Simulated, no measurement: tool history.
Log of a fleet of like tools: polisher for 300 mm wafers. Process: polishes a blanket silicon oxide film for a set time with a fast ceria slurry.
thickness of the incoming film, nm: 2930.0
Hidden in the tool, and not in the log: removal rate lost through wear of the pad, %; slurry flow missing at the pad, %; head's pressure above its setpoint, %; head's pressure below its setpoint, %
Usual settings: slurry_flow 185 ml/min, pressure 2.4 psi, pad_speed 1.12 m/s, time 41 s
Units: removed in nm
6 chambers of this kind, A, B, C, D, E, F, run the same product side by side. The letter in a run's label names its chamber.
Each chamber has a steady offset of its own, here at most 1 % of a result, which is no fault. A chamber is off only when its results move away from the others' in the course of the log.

run   hour  slurry_flow  pressure  pad_speed  time  wafers polished on this pad  hours since the slurry nozzle was cleaned  hours since the head pressure was calibrated  removed
       5.0  -- chamber F: head pressure recalibrated
       6.5  -- chamber A: head pressure recalibrated
 1F   12.1          185       2.4       1.12    41                          851                                      503.3                                           7.1   515.56
      19.0  -- chamber A: worn pad replaced by a new one
 2D   19.6          185       2.4       1.12    41                          892                                      166.9                                         278.6   510.47
      20.8  -- chamber B: worn pad replaced by a new one
      25.0  -- chamber C: worn pad replaced by a new one
 3A   28.8          185       2.4       1.12    41                          115                                      181.1                                          22.3   519.27
      39.3  -- chamber D: worn pad replaced by a new one
 4E   40.7          185       2.4       1.12    41                         1083                                      578.1                                         351.2   505.72
      45.4  -- chamber E: worn pad replaced by a new one
 5B   49.2          185       2.4       1.12    41                          331                                      286.8                                         584.0   518.01
      50.6  -- chamber F: worn pad replaced by a new one
 6C   56.9          185       2.4       1.12    41                          371                                      244.4                                         160.9   518.07
 7D   65.5          185       2.4       1.12    41                          306                                      212.8                                         324.5   515.79
 8A   76.2          185       2.4       0.82    41                          667                                      228.5                                          69.7   374.30
      80.4  -- chamber C: slurry nozzle cleaned
 9E   88.4          185       2.4       0.82    41                          501                                      625.8                                         398.9   378.35
10B   98.5          185       2.4       0.82    41                          906                                      336.1                                         633.3   383.49
     101.2  -- chamber E: head pressure recalibrated
11C  104.8          185       2.4       0.82    41                          929                                       24.5                                         208.8   378.81
     112.9  -- chamber A: worn pad replaced by a new one
12F  118.8          185       2.4       0.82    41                          795                                      610.0                                         113.8   376.94
     121.1  -- chamber C: worn pad replaced by a new one
13D  129.7          185       2.4       0.82    41                         1054                                      277.0                                         388.7   369.61
     139.1  -- chamber E: worn pad replaced by a new one
14F  139.8          185       2.4       1.12    41                         1040                                      631.0                                         134.8   511.33
     139.9  -- chamber B: worn pad replaced by a new one
     144.3  -- chamber D: worn pad replaced by a new one
     145.3  -- chamber F: slurry nozzle cleaned
15A  153.0          185       2.2       1.46    41                          467                                      305.3                                         146.5   612.98
     154.8  -- chamber F: worn pad replaced by a new one
16C  159.9          185       2.2       1.46    41                          452                                       79.6                                         263.9   615.73
     162.0  -- chamber D: slurry nozzle cleaned
17B  169.5          185       2.2       1.46    41                          345                                      407.1                                         704.3   621.34
18E  178.3          185       2.2       1.46    41                          457                                      715.7                                          77.2   618.50
     179.2  -- chamber B: head pressure recalibrated
19B  185.8          185       2.2       1.46    41                          535                                      423.4                                           6.6   616.95
20D  195.8          185       2.2       1.46    41                          600                                       33.9                                         454.8   610.61
21A  206.3          185       2.4       1.12    41                         1088                                      358.6                                         199.8   507.89
     212.9  -- chamber A: worn pad replaced by a new one
22F  214.4          185       2.4       1.12    41                          695                                       69.2                                         209.4   517.06
     223.5  -- chamber E: worn pad replaced by a new one
     223.8  -- chamber C: worn pad replaced by a new one
23E  225.1          185       2.4       1.12    50                           19                                      762.5                                         124.0   633.68
     225.8  -- chamber D: worn pad replaced by a new one
24C  233.8          185       2.4       1.12    50                          117                                      153.5                                         337.8   628.95
25E  241.7          185       2.4       1.12    50                          212                                      779.1                                         140.6   620.59
     248.7  -- chamber B: worn pad replaced by a new one
26F  253.5          185       2.4       1.12    50                         1150                                      108.3                                         248.5   626.10
     256.0  -- chamber D: head pressure recalibrated
     262.9  -- chamber F: worn pad replaced by a new one
27B  267.1          185       2.4       1.12    50                          214                                      504.7                                          87.9   629.25
28C  280.2          185       2.4       1.12    50                          658                                      199.9                                         384.2   624.51
29A  293.2          185       2.4       1.12    41                          936                                      445.5                                         286.7   508.47
     305.1  -- chamber E: worn pad replaced by a new one
30D  305.2          185       2.4       1.12    41                          925                                      143.3                                          49.3   475.93
     307.6  -- chamber C: worn pad replaced by a new one
     310.5  -- chamber E: slurry nozzle cleaned
31B  315.8          185       2.4       1.12    41                          782                                      553.4                                         136.6   516.82
     319.7  -- chamber A: worn pad replaced by a new one
     319.9  -- chamber D: worn pad replaced by a new one
32C  329.5          185       2.4       1.12    41                          256                                      249.2                                         433.5   499.55
33F  337.1          185       2.4       1.12    41                          865                                      191.9                                         332.1   520.30
34D  349.1          130       2.4       1.12    47                          340                                      187.2                                          93.2   510.45
     353.2  -- chamber C: slurry nozzle cleaned
     355.0  -- chamber A: slurry nozzle cleaned
35A  357.9          130       2.4       1.12    47                          445                                        2.9                                         351.4   549.66
36E  365.6          130       2.4       1.12    47                          706                                       55.2                                         264.5   555.12
37E  379.1          130       2.4       1.12    47                          863                                       68.7                                         278.0   551.46
38C  387.0          130       2.4       1.12    47                          926                                       33.9                                         491.0   548.62
39D  397.8          130       2.4       1.12    47                          907                                      235.9                                         141.9   513.61

Is one chamber off against the others, does the gauge drift, or is nothing wrong? If a chamber is off, say which, and what the likeliest cause is.

A service left chamber D off against the others.
Cause: head's pressure below its setpoint, % = 8.06.

Here are 4 candidates for chamber D's next run, each the usual settings with a change, their results left as question marks. Which one brings its results back in line with what the others give on the usual settings?
In line means no further than this from the other chambers' mean on the usual settings: removed 16.00 nm
40D-1  407.8          185       2.4       1.10    41                                                                                                                              ?
40D-2  407.8          185       2.2       1.12    41                                                                                                                              ?
40D-3  407.8          185       2.4       1.16    43                                                                                                                              ?
40D-4  407.8          185       2.4       1.14    41                                                                                                                              ?

The other chambers' mean on the usual settings: removed 511.25 nm
  run  removed
40D-1   464.02
40D-2   432.79
40D-3   513.61
40D-4   481.16
40D-3 brings the chamber back in line.
